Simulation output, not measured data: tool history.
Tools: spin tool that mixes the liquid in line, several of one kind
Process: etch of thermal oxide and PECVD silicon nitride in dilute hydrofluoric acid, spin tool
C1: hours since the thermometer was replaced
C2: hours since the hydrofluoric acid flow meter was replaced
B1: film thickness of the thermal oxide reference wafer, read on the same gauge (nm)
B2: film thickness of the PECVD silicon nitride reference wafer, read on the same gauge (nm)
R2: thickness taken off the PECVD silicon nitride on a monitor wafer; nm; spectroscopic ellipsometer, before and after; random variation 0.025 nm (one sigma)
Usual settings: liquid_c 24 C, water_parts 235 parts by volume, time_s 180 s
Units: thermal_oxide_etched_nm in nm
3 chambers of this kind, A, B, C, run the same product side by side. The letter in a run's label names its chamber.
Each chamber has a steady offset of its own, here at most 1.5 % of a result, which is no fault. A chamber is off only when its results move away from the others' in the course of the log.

run 1B hour=8.4 | liquid_c=24 water_parts=235 time_s=180 | C1=267.1 C2=713.5 | B1=79.998 B2=80.005 | thermal_oxide_etched_nm=3.1068 R2=1.2933
run 2A hour=24.7 | liquid_c=24 water_parts=235 time_s=180 | C1=1255.9 C2=1060 | B1=80.01 B2=80.001 | thermal_oxide_etched_nm=3.0648 R2=1.2857
run 3C hour=38.1 | liquid_c=24 water_parts=235 time_s=180 | C1=827.2 C2=298.3 | B1=79.996 B2=80.006 | thermal_oxide_etched_nm=3.0823 R2=1.2889
run 4C hour=46.9 | liquid_c=24 water_parts=235 time_s=180 | C1=836 C2=307.1 | B1=79.988 B2=80.011 | thermal_oxide_etched_nm=3.1011 R2=1.3198
run 5A hour=57.8 | liquid_c=24 water_parts=235 time_s=180 | C1=1289 C2=1093.1 | B1=80.001 B2=79.985 | thermal_oxide_etched_nm=3.1249 R2=1.3004
run 6B hour=72.6 | liquid_c=24 water_parts=235 time_s=180 | C1=331.3 C2=777.7 | B1=79.992 B2=80.017 | thermal_oxide_etched_nm=3.0826 R2=1.3168
run 7C hour=80.8 | liquid_c=24 water_parts=235 time_s=180 | C1=869.9 C2=341 | B1=79.993 B2=80.008 | thermal_oxide_etched_nm=3.1172 R2=1.3392
run 8A hour=90.3 | liquid_c=24 water_parts=235 time_s=180 | C1=1321.5 C2=1125.6 | B1=79.985 B2=80.032 | thermal_oxide_etched_nm=3.1072 R2=1.3226
run 9B hour=103.8 | liquid_c=24 water_parts=235 time_s=180 | C1=362.5 C2=808.9 | B1=79.978 B2=79.978 | thermal_oxide_etched_nm=3.124 R2=1.2646
run 10B hour=113.1 | liquid_c=24 water_parts=235 time_s=180 | C1=371.8 C2=818.2 | B1=79.991 B2=80.009 | thermal_oxide_etched_nm=3.0716 R2=1.3394
run 11A hour=121.2 | liquid_c=24 water_parts=235 time_s=180 | C1=1352.4 C2=1156.5 | B1=79.993 B2=80.015 | thermal_oxide_etched_nm=3.0831 R2=1.2603
run 12C hour=133 | liquid_c=24 water_parts=235 time_s=180 | C1=922.1 C2=393.2 | B1=80.015 B2=79.981 | thermal_oxide_etched_nm=3.1364 R2=1.3446
-- hour=133.4 chamber A: hydrofluoric acid flow meter replaced
run 13A hour=144.6 | liquid_c=22 water_parts=235 time_s=245 | C1=1375.8 C2=11.3 | B1=79.99 B2=80.005 | thermal_oxide_etched_nm=3.9159 R2=1.5474
run 14B hour=158.8 | liquid_c=22 water_parts=235 time_s=245 | C1=417.5 C2=863.9 | B1=79.995 B2=79.994 | thermal_oxide_etched_nm=3.8929 R2=1.5314
run 15C hour=167.3 | liquid_c=22 water_parts=235 time_s=245 | C1=956.4 C2=427.5 | B1=80.001 B2=80.028 | thermal_oxide_etched_nm=3.9456 R2=1.5655
run 16C hour=180.4 | liquid_c=24 water_parts=235 time_s=180 | C1=969.5 C2=440.6 | B1=80.005 B2=79.989 | thermal_oxide_etched_nm=3.1225 R2=1.3083
run 17A hour=194.7 | liquid_c=24 water_parts=235 time_s=180 | C1=1425.9 C2=61.4 | B1=79.987 B2=79.998 | thermal_oxide_etched_nm=3.0536 R2=1.284
run 18B hour=202.3 | liquid_c=24 water_parts=235 time_s=180 | C1=461 C2=907.4 | B1=79.984 B2=79.984 | thermal_oxide_etched_nm=3.088 R2=1.2658
run 19B hour=215 | liquid_c=24 water_parts=235 time_s=180 | C1=473.7 C2=920.1 | B1=80.007 B2=79.999 | thermal_oxide_etched_nm=3.1019 R2=1.2803
run 20A hour=224.4 | liquid_c=24 water_parts=235 time_s=180 | C1=1455.6 C2=91.1 | B1=80.006 B2=79.994 | thermal_oxide_etched_nm=3.042 R2=1.2812
run 21C hour=233.4 | liquid_c=24 water_parts=235 time_s=180 | C1=1022.5 C2=493.6 | B1=80.012 B2=80.006 | thermal_oxide_etched_nm=3.1188 R2=1.3572
run 22B hour=240.8 | liquid_c=20 water_parts=235 time_s=180 | C1=499.5 C2=945.9 | B1=80.003 B2=80.003 | thermal_oxide_etched_nm=2.6618 R2=1.0085
run 23C hour=253.5 | liquid_c=20 water_parts=235 time_s=180 | C1=1042.6 C2=513.7 | B1=80.023 B2=80.014 | thermal_oxide_etched_nm=2.6805 R2=0.98427
run 24A hour=260.8 | liquid_c=20 water_parts=235 time_s=180 | C1=1492 C2=127.5 | B1=79.995 B2=80.006 | thermal_oxide_etched_nm=2.5832 R2=0.93953
run 25A hour=277 | liquid_c=24 water_parts=235 time_s=180 | C1=1508.2 C2=143.7 | B1=79.984 B2=80.002 | thermal_oxide_etched_nm=2.9689 R2=1.2329
run 26B hour=292.2 | liquid_c=24 water_parts=235 time_s=180 | C1=550.9 C2=997.3 | B1=80.007 B2=79.993 | thermal_oxide_etched_nm=3.071 R2=1.2498
run 27C hour=303.5 | liquid_c=24 water_parts=235 time_s=180 | C1=1092.6 C2=563.7 | B1=80.004 B2=80.005 | thermal_oxide_etched_nm=3.1121 R2=1.3308
run 28B hour=319.3 | liquid_c=24 water_parts=235 time_s=180 | C1=578 C2=1024.4 | B1=80 B2=79.975 | thermal_oxide_etched_nm=3.0774 R2=1.307
run 29A hour=330.2 | liquid_c=24 water_parts=165 time_s=180 | C1=1561.4 C2=196.9 | B1=79.996 B2=79.963 | thermal_oxide_etched_nm=4.6328 R2=1.6831
run 30C hour=342.7 | liquid_c=24 water_parts=165 time_s=180 | C1=1131.8 C2=602.9 | B1=79.995 B2=80.027 | thermal_oxide_etched_nm=4.8188 R2=1.8595
run 31B hour=355.9 | liquid_c=24 water_parts=165 time_s=180 | C1=614.6 C2=1061 | B1=79.995 B2=80.028 | thermal_oxide_etched_nm=4.7278 R2=1.8074
run 32C hour=365.9 | liquid_c=24 water_parts=235 time_s=95 | C1=1155 C2=626.1 | B1=80.005 B2=79.997 | thermal_oxide_etched_nm=1.6436 R2=0.69376
run 33A hour=378.7 | liquid_c=24 water_parts=235 time_s=95 | C1=1609.9 C2=245.4 | B1=79.997 B2=80.014 | thermal_oxide_etched_nm=1.557 R2=0.64058
run 34B hour=388.1 | liquid_c=24 water_parts=235 time_s=95 | C1=646.8 C2=1093.2 | B1=80.02 B2=80.016 | thermal_oxide_etched_nm=1.6205 R2=0.68331
run 35C hour=398.5 | liquid_c=24 water_parts=235 time_s=180 | C1=1187.6 C2=658.7 | B1=80.001 B2=80.024 | thermal_oxide_etched_nm=3.107 R2=1.3218
run 36A hour=414.3 | liquid_c=24 water_parts=235 time_s=180 | C1=1645.5 C2=281 | B1=80.007 B2=79.979 | thermal_oxide_etched_nm=2.9474 R2=1.1618
run 37A hour=425.7 | liquid_c=24 water_parts=235 time_s=180 | C1=1656.9 C2=292.4 | B1=80.004 B2=80.027 | thermal_oxide_etched_nm=2.9463 R2=1.2015
run 38B hour=438.5 | liquid_c=24 water_parts=235 time_s=180 | C1=697.2 C2=1143.6 | B1=79.991 B2=79.995 | thermal_oxide_etched_nm=3.0622 R2=1.2766
run 39C hour=451 | liquid_c=24 water_parts=235 time_s=180 | C1=1240.1 C2=711.2 | B1=79.993 B2=79.99 | thermal_oxide_etched_nm=3.0464 R2=1.33
run 40A hour=463.3 | liquid_c=24 water_parts=235 time_s=180 | C1=1694.5 C2=330 | B1=80.002 B2=79.978 | thermal_oxide_etched_nm=2.9185 R2=1.2003

All 3 chambers run these settings next. Forecast each chamber's results:
run 41A hour=475.2 | liquid_c=24 water_parts=235 time_s=275 | thermal_oxide_etched_nm=? R2=?
run 41B hour=475.2 | liquid_c=24 water_parts=235 time_s=275 | thermal_oxide_etched_nm=? R2=?
run 41C hour=475.2 | liquid_c=24 water_parts=235 time_s=275 | thermal_oxide_etched_nm=? R2=?

run=41A thermal_oxide_etched_nm=4.4278 R2=1.7693
run=41B thermal_oxide_etched_nm=4.6763 R2=1.995
run=41C thermal_oxide_etched_nm=4.7416 R2=1.9513
